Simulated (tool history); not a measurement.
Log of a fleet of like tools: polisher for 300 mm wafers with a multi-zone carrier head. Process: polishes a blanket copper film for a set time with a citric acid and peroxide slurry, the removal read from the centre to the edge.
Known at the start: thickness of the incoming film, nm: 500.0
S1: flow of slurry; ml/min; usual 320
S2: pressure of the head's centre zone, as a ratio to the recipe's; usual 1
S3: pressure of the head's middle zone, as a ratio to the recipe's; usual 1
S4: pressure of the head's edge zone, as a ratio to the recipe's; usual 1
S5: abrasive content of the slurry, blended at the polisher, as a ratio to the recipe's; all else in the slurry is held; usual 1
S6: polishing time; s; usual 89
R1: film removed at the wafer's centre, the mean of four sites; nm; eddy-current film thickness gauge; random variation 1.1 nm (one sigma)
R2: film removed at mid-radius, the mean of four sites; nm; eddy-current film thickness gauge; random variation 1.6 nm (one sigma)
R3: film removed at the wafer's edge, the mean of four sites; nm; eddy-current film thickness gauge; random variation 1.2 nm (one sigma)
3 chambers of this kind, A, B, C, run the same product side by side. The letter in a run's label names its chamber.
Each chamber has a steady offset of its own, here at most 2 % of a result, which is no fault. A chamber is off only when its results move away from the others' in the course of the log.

run    day   S1    S2    S3   S4    S5  S6      R1      R2      R3
 1A  0.108  320     1     1    1     1  89  109.41  115.86  109.65
 2B  0.304  320     1     1    1     1  89  110.96  110.42  112.05
 3C  0.508  320     1     1    1     1  89  111.67  111.97  113.61
 4C  0.738  320     1     1    1     1  89  111.35  110.08  113.55
 5A  0.929  320     1     1    1     1  89  111.82  111.87  112.48
 6B  1.112  320     1     1    1     1  89  111.22  112.88  112.62
 7C  1.271  320     1     1    1     1  89  111.34  109.66  111.98
     1.338  -- chamber A: centre zone pressure recalibrated
     1.362  -- chamber C: worn pad replaced by a new one
 8A  1.467  320     1     1    1     1  89  110.55  110.36  112.32
 9B    1.6  320     1     1    1     1  89  111.18  109.97   112.4
10A  1.767  320     1     1    1     1  89   110.1  109.73  112.47
11B  1.921  320     1     1    1     1  89  110.01   112.5  110.93
12C  2.096  320     1     1    1     1  89  112.35  109.31  115.33
13B  2.271  245     1     1    1  0.75  89  102.39  101.46  105.14
14C  2.379  245     1     1    1  0.75  89  102.16   101.6   104.1
15A  2.542  245     1     1    1  0.75  89  102.81  102.41  104.51
16A  2.717  320     1     1    1     1  89  111.16  111.09  109.08
     2.762  -- chamber B: worn pad replaced by a new one
17B  2.908  320     1     1    1     1  89  111.65   109.1  111.79
18C  3.088  320     1     1    1     1  89  114.71  112.97  113.88
19A  3.292  320     1     1    1     1  89  111.01  111.85   110.7
20B  3.521  320     1     1    1     1  89  109.99  111.49  111.67
21C  3.642  320     1     1    1     1  89   115.4  109.16  112.91
22A  3.779  320     1     1    1     1  89  110.52  112.73  112.77
23C  3.983  320     1     1    1     1  89  116.97  110.79  111.51
24B    4.2  320     1     1    1     1  89  112.96  112.03   112.1
25A  4.396  320     1     1    1     1  89  112.64  110.36  111.61
     4.546  -- chamber A: worn pad replaced by a new one
26C  4.554  320     1     1    1     1  89  117.98  112.46  115.52
27B  4.667  320     1     1    1     1  89  111.44  109.86  108.43
28A  4.867  320     1     1    1     1  89  110.14  108.35  112.43
29B    5.1  320     1     1    1     1  89  112.87  109.51  112.68
30C  5.221  320  1.07     1    1     1  89  130.41  112.34  112.42
31C  5.433  320  1.07     1    1     1  89  130.31  113.48  114.46
32B  5.558  320  1.07     1    1     1  89  119.42  112.16  111.48
     5.592  -- chamber B: worn pad replaced by a new one
     5.629  -- chamber C: edge zone pressure recalibrated
33A  5.675  320     1     1    1     1  89  112.97  112.81  110.58
     5.754  -- chamber A: slurry nozzle cleaned
34C    5.8  320     1     1    1     1  89  120.82  109.27  114.82
35A  5.917  320     1     1    1     1  89  112.73  112.12  109.29
36B  6.138  320     1     1    1     1  89  111.94  109.96  110.19
37B  6.346  320     1     1    1     1  89  113.45  113.46   112.4
38A   6.55  320     1  0.94  0.9     1  89  109.91  105.56  107.07

Next, every chamber runs the same settings. What will each give?
39A  6.717  320  1.08   1   1   1  89   ?   ?   ?
39B  6.717  320  1.08   1   1   1  89   ?   ?   ?
39C  6.717  320  1.08   1   1   1  89   ?   ?   ?

run      R1      R2      R3
39A  119.75  112.75  110.74
39B  121.24  110.07  112.92
39C   134.2   112.8  113.62
